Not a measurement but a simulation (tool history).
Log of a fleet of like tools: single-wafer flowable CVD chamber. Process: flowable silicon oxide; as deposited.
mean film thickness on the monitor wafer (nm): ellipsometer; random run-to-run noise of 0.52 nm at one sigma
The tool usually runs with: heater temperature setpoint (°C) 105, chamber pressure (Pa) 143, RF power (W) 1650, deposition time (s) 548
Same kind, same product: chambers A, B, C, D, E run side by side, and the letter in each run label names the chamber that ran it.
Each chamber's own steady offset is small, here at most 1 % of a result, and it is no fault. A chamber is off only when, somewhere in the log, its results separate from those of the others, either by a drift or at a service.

run    day  heater temperature setpoint (°C)  chamber pressure (Pa)  RF power (W)  deposition time (s)  hours since the last thermocouple change  hours since the last RF generator calibration  hours since the last manometer calibration  read-back reference wafer on the same gauge, thickness_nm  mean film thickness on the monitor wafer (nm)
 1D  0.304                               105                    143          1650                  548                                     929.6                                          338.3                                       981.1                                                     414.98                                         386.14
 2B  0.442                               105                    143          1650                  548                                    1078.9                                          578.6                                      1524.3                                                     414.91                                         381.23
 3E   0.75                               105                    143          1650                  548                                    1301.1                                          494.6                                       578.1                                                     414.95                                          383.5
 4A  0.929                               105                    143          1650                  548                                    2270.5                                         1442.7                                      1687.2                                                     414.88                                         384.62
 5C  1.238                               105                    143          1650                  548                                     852.7                                          551.1                                      1955.9                                                     414.55                                         384.22
     1.438  -- chamber A: capacitance manometer re-zeroed and calibrated
 6D  1.496                               105                    143          1650                  548                                     958.2                                          366.9                                      1009.7                                                     414.57                                         385.97
 7C  1.667                               105                    143          1650                  548                                       863                                          561.4                                      1966.2                                                     414.57                                         383.87
 8B  1.804                               105                    143          1650                  548                                    1111.6                                          611.3                                        1557                                                     414.62                                         380.07
 9E  2.058                               105                    143          1650                  548                                    1332.5                                            526                                       609.5                                                     414.53                                         383.64
10A  2.246                               105                    143          1650                  548                                    2302.1                                         1474.3                                        19.4                                                     414.41                                          384.4
11D    2.4                               105                    143          1650                  548                                     979.9                                          388.6                                      1031.4                                                     414.55                                         385.73
12E  2.571                               105                    143          1650                  548                                    1344.8                                          538.3                                       621.8                                                     414.44                                         382.37
13C  2.829                               105                    112          1340                  548                                     890.9                                          589.3                                      1994.1                                                     414.29                                         267.77
14B  2.975                               105                    112          1340                  548                                    1139.7                                          639.4                                      1585.1                                                     414.44                                         264.34
15A  3.267                               105                    112          1340                  548                                    2326.6                                         1498.8                                        43.9                                                     414.12                                         264.95
16E  3.575                               105                    112          1340                  548                                    1368.9                                          562.4                                       645.9                                                     414.04                                         268.48
17D  3.758                               105                    112          1340                  548                                    1012.5                                          421.2                                        1064                                                     414.13                                         267.29
18B  4.017                               105                    143          1815                  480                                    1164.7                                          664.4                                      1610.1                                                        414                                          342.1
19A  4.212                               105                    143          1815                  480                                    2349.3                                         1521.5                                        66.6                                                     414.01                                         344.55
20C  4.512                               105                    143          1815                  480                                     931.3                                          629.7                                      2034.5                                                     413.85                                         344.11
21E    4.8                               105                    143          1815                  480                                    1398.3                                          591.8                                       675.3                                                      413.8                                         343.69
22A  5.042                               105                    143          1815                  480                                    2369.2                                         1541.4                                        86.5                                                      413.8                                         344.15
23D  5.275                               105                    143          1650                  548                                    1048.9                                          457.6                                      1100.4                                                     413.76                                         385.59
24B  5.421                               105                    143          1650                  548                                    1198.4                                          698.1                                      1643.8                                                     413.73                                          380.2
25C  5.671                               105                    143          1650                  548                                     959.1                                          657.5                                      2062.3                                                     413.56                                         381.78
26A  5.825                               105                    143          1650                  548                                      2388                                         1560.2                                       105.3                                                     413.67                                         383.08
27C   6.05                               105                    143          1650                  548                                     968.2                                          666.6                                      2071.4                                                     413.63                                         383.05
28B  6.188                                97                    143          1650                  548                                    1216.8                                          716.5                                      1662.2                                                      413.6                                          495.5
29D   6.45                                97                    143          1650                  548                                    1077.1                                          485.8                                      1128.6                                                     413.48                                         500.02
30E  6.633                                97                    143          1650                  548                                    1442.3                                          635.8                                       719.3                                                     413.46                                         496.97
31C    6.8                                97                    143          1650                  548                                     986.2                                          684.6                                      2089.4                                                     413.57                                         498.81
32D  7.042                                97                    143          1650                  548                                    1091.3                                            500                                      1142.8                                                     413.42                                         501.37
33E  7.196                               105                    143          1650                  548                                    1455.8                                          649.3                                       732.8                                                     413.26                                         381.49
34A  7.446                               105                    155          1650                  510                                    2426.9                                         1599.1                                       144.2                                                     413.16                                         388.88
35B  7.604                               105                    155          1650                  510                                    1250.8                                          750.5                                      1696.2                                                     413.37                                         386.53
36E  7.883                               105                    155          1650                  510                                    1472.3                                          665.8                                       749.3                                                     413.04                                          388.2
37D  8.158                               105                    155          1650                  510                                    1118.1                                          526.8                                      1169.6                                                     413.11                                         391.91
38B  8.362                               105                    155          1650                  510                                      1269                                          768.7                                      1714.4                                                     413.01                                          385.6
39C  8.558                                93                    143          1650                  461                                    1028.4                                          726.8                                      2131.6                                                     412.99                                         479.86
40A  8.783                                93                    143          1650                  461                                      2459                                         1631.2                                       176.3                                                     412.76                                         479.35
41B  8.958                                93                    143          1650                  461                                    1283.3                                            783                                      1728.7                                                     412.85                                         474.94
42D  9.158                                93                    143          1650                  461                                    1142.1                                          550.8                                      1193.6                                                     412.72                                         478.72
43A  9.312                                93                    143          1650                  461                                    2471.7                                         1643.9                                         189                                                     412.77                                         479.26

Next, all 5 chambers run the settings below, one line each with question marks for the results. What does each chamber give?
44A  9.538                               105                    143          1650                  548                                                                                                                                                                                                                                              ?
44B  9.538                               105                    143          1650                  548                                                                                                                                                                                                                                              ?
44C  9.538                               105                    143          1650                  548                                                                                                                                                                                                                                              ?
44D  9.538                               105                    143          1650                  548                                                                                                                                                                                                                                              ?
44E  9.538                               105                    143          1650                  548                                                                                                                                                                                                                                              ?

run  mean film thickness on the monitor wafer (nm)
44A                                         382.26
44B                                         378.31
44C                                         381.03
44D                                         384.81
44E                                          381.2
